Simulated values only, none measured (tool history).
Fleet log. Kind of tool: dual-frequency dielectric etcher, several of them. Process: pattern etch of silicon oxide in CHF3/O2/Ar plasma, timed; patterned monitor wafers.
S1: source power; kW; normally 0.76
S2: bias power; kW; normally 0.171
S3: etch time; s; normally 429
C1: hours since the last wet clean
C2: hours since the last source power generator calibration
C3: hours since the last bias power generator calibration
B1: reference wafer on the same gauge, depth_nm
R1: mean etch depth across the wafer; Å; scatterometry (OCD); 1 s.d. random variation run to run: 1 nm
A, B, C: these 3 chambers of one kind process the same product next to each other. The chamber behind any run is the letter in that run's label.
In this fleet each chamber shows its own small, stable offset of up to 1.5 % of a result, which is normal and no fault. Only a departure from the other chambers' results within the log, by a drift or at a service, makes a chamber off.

| run | hour | S1 | S2 | S3 | C1 | C2 | C3 | B1 | R1 |
|---|---|---|---|---|---|---|---|---|---|
| 1A | 6.6 | 0.76 | 0.171 | 429 | 384.8 | 2377.7 | 2812.2 | 1071.9 | 9127.4 |
| 2B | 16.4 | 0.76 | 0.171 | 429 | 137.3 | 2122 | 1103.3 | 1072.2 | 9035.1 |
| 3C | 27.6 | 0.76 | 0.171 | 429 | 95.1 | 857.4 | 42.2 | 1073 | 9110.7 |
| 4A | 36.5 | 0.76 | 0.171 | 429 | 414.7 | 2407.6 | 2842.1 | 1072.6 | 9137.3 |
| 5C | 44.6 | 0.76 | 0.171 | 429 | 112.1 | 874.4 | 59.2 | 1072.9 | 9115.9 |
| 6B | 50.7 | 0.76 | 0.171 | 429 | 171.6 | 2156.3 | 1137.6 | 1073.3 | 9033.4 |
| 7A | 62.4 | 0.76 | 0.171 | 534 | 440.6 | 2433.5 | 2868 | 1073.2 | 11371 |
|  | 65.7 | chamber A: bias power generator calibrated |
| 8B | 69.9 | 0.76 | 0.171 | 534 | 190.8 | 2175.5 | 1156.8 | 1073.3 | 11237 |
| 9C | 80.1 | 0.76 | 0.171 | 534 | 147.6 | 909.9 | 94.7 | 1073.7 | 11376 |
| 10B | 92.2 | 0.76 | 0.171 | 429 | 213.1 | 2197.8 | 1179.1 | 1074.4 | 9067.8 |
| 11A | 100 | 0.76 | 0.171 | 429 | 478.2 | 2471.1 | 34.4 | 1074.5 | 9157.8 |
| 12C | 108.4 | 0.76 | 0.171 | 429 | 175.9 | 938.2 | 123 | 1074.7 | 9121.1 |
| 13B | 119.2 | 0.76 | 0.171 | 429 | 240.1 | 2224.8 | 1206.1 | 1075.1 | 9071.2 |
| 14A | 125.2 | 0.76 | 0.171 | 429 | 503.4 | 2496.3 | 59.6 | 1075.1 | 9175.7 |
| 15C | 137.3 | 0.76 | 0.171 | 429 | 204.8 | 967.1 | 151.9 | 1075.3 | 9137.6 |
| 16A | 143.9 | 0.76 | 0.171 | 429 | 522.1 | 2515 | 78.3 | 1075.4 | 9156.2 |
| 17B | 154.8 | 0.76 | 0.171 | 429 | 275.7 | 2260.4 | 1241.7 | 1075.4 | 9069.8 |
| 18C | 165.6 | 0.76 | 0.171 | 517 | 233.1 | 995.4 | 180.2 | 1076.1 | 10998 |
| 19A | 171.2 | 0.76 | 0.171 | 517 | 549.4 | 2542.3 | 105.6 | 1075.9 | 11036 |
| 20B | 179.5 | 0.76 | 0.171 | 517 | 300.4 | 2285.1 | 1266.4 | 1075.9 | 10927 |
| 21C | 185.7 | 0.76 | 0.171 | 429 | 253.2 | 1015.5 | 200.3 | 1076.2 | 9144.8 |
| 22B | 196.3 | 0.76 | 0.171 | 429 | 317.2 | 2301.9 | 1283.2 | 1076.7 | 9086.2 |
| 23A | 206.8 | 0.85 | 0.157 | 429 | 585 | 2577.9 | 141.2 | 1077.1 | 9302.1 |

Read the log: is a single chamber off, either drifting away or since a service, is the gauge that measures every chamber drifting, or is nothing wrong beyond small per-chamber offsets? Name any odd chamber and what most likely caused it.

None of the chambers is off. What moves is the gauge, dragging all their readings along together.
What lies behind it: gauge reads high (%) = 0.469.
